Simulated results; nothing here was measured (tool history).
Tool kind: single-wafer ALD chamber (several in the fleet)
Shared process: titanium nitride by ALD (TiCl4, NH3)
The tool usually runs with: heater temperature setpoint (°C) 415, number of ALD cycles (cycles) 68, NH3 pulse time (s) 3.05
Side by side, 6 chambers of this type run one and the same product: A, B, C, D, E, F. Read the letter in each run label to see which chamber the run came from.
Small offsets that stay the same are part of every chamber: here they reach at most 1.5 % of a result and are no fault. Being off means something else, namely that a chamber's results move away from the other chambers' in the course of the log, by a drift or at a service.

run   hour  heater temperature setpoint (°C)  number of ALD cycles (cycles)  NH3 pulse time (s)  read-back reference wafer on the same gauge, thickness_nm  mean film thickness on the monitor wafer (Å)
 1F    7.5                               415                             68                3.05                                                     1.4879                                        15.343
 2D   14.9                               415                             68                3.05                                                     1.4888                                        15.475
 3A   23.9                               415                             68                3.05                                                     1.4893                                        15.058
 4B   32.2                               415                             68                3.05                                                     1.4907                                        15.071
 5E   38.2                               415                             57                3.05                                                     1.4884                                        12.765
 6C   47.6                               415                             57                3.05                                                     1.4890                                        12.603
 7C   56.0                               415                             57                3.05                                                     1.4903                                        12.828
 8E   61.0                               415                             57                3.05                                                     1.4900                                        12.648
 9F   68.4                               415                             57                3.05                                                     1.4896                                        12.859
10B   76.7                               415                             57                3.05                                                     1.4893                                        12.720
11D   86.3                               415                             57                3.05                                                     1.4894                                        13.031
12A   95.9                               415                             57                3.05                                                     1.4899                                        12.627
13E  105.7                               415                             57                3.05                                                     1.4909                                        12.792
14A  110.5                               415                             57                3.05                                                     1.4887                                        12.732
15C  118.5                               415                             57                3.05                                                     1.4896                                        12.664
16D  128.0                               415                             57                3.05                                                     1.4899                                        13.008
17F  136.0                               415                             68                3.05                                                     1.4902                                        15.443
18B  142.0                               415                             68                3.05                                                     1.4909                                        15.097
19C  146.7                               415                             68                3.05                                                     1.4923                                        15.122
20D  154.4                               415                             68                3.05                                                     1.4917                                        15.429
21A  160.2                               415                             68                3.05                                                     1.4910                                        15.182
22F  169.4                               415                             68                3.05                                                     1.4892                                        15.344
     174.7  -- chamber D: thermocouple changed; heater temperature recalibrated
23E  174.9                               415                             68                3.05                                                     1.4892                                        15.173
24B  180.5                               415                             68                3.05                                                     1.4889                                        15.153
25F  189.1                               415                             68                3.05                                                     1.4907                                        15.437
26E  196.9                               415                             68                3.05                                                     1.4913                                        15.152
27C  201.6                               415                             68                3.05                                                     1.4905                                        15.160
28A  209.4                               415                             68                3.05                                                     1.4904                                        15.046
29B  215.4                               415                             76                2.08                                                     1.4914                                        16.690
30D  222.8                               415                             76                2.08                                                     1.4904                                        16.979
31C  230.4                               415                             76                2.08                                                     1.4878                                        16.902
32D  236.1                               415                             76                2.08                                                     1.4915                                        17.171
33A  243.2                               415                             76                2.08                                                     1.4881                                        16.702
34E  253.0                               415                             76                2.08                                                     1.4899                                        16.915
35F  259.0                               415                             68                3.05                                                     1.4887                                        15.524
36B  268.3                               415                             68                3.05                                                     1.4903                                        15.152
37D  273.3                               415                             68                3.05                                                     1.4896                                        15.359
38A  280.6                               415                             68                3.05                                                     1.4897                                        15.182
39B  285.0                               415                             68                3.05                                                     1.4887                                        15.147
40F  290.4                               415                             68                4.22                                                     1.4902                                        15.558
41E  296.9                               415                             68                4.22                                                     1.4898                                        15.239
42C  305.8                               415                             68                4.22                                                     1.4925                                        15.382

Predict what each chamber gives when all 6 of them run the settings below next.
43A  313.0                               415                             79                3.05                                                                                                        ?
43B  313.0                               415                             79                3.05                                                                                                        ?
43C  313.0                               415                             79                3.05                                                                                                        ?
43D  313.0                               415                             79                3.05                                                                                                        ?
43E  313.0                               415                             79                3.05                                                                                                        ?
43F  313.0                               415                             79                3.05                                                                                                        ?

run  mean film thickness on the monitor wafer (Å)
43A                                        17.486
43B                                        17.706
43C                                        17.649
43D                                        17.902
43E                                        17.652
43F                                        17.920

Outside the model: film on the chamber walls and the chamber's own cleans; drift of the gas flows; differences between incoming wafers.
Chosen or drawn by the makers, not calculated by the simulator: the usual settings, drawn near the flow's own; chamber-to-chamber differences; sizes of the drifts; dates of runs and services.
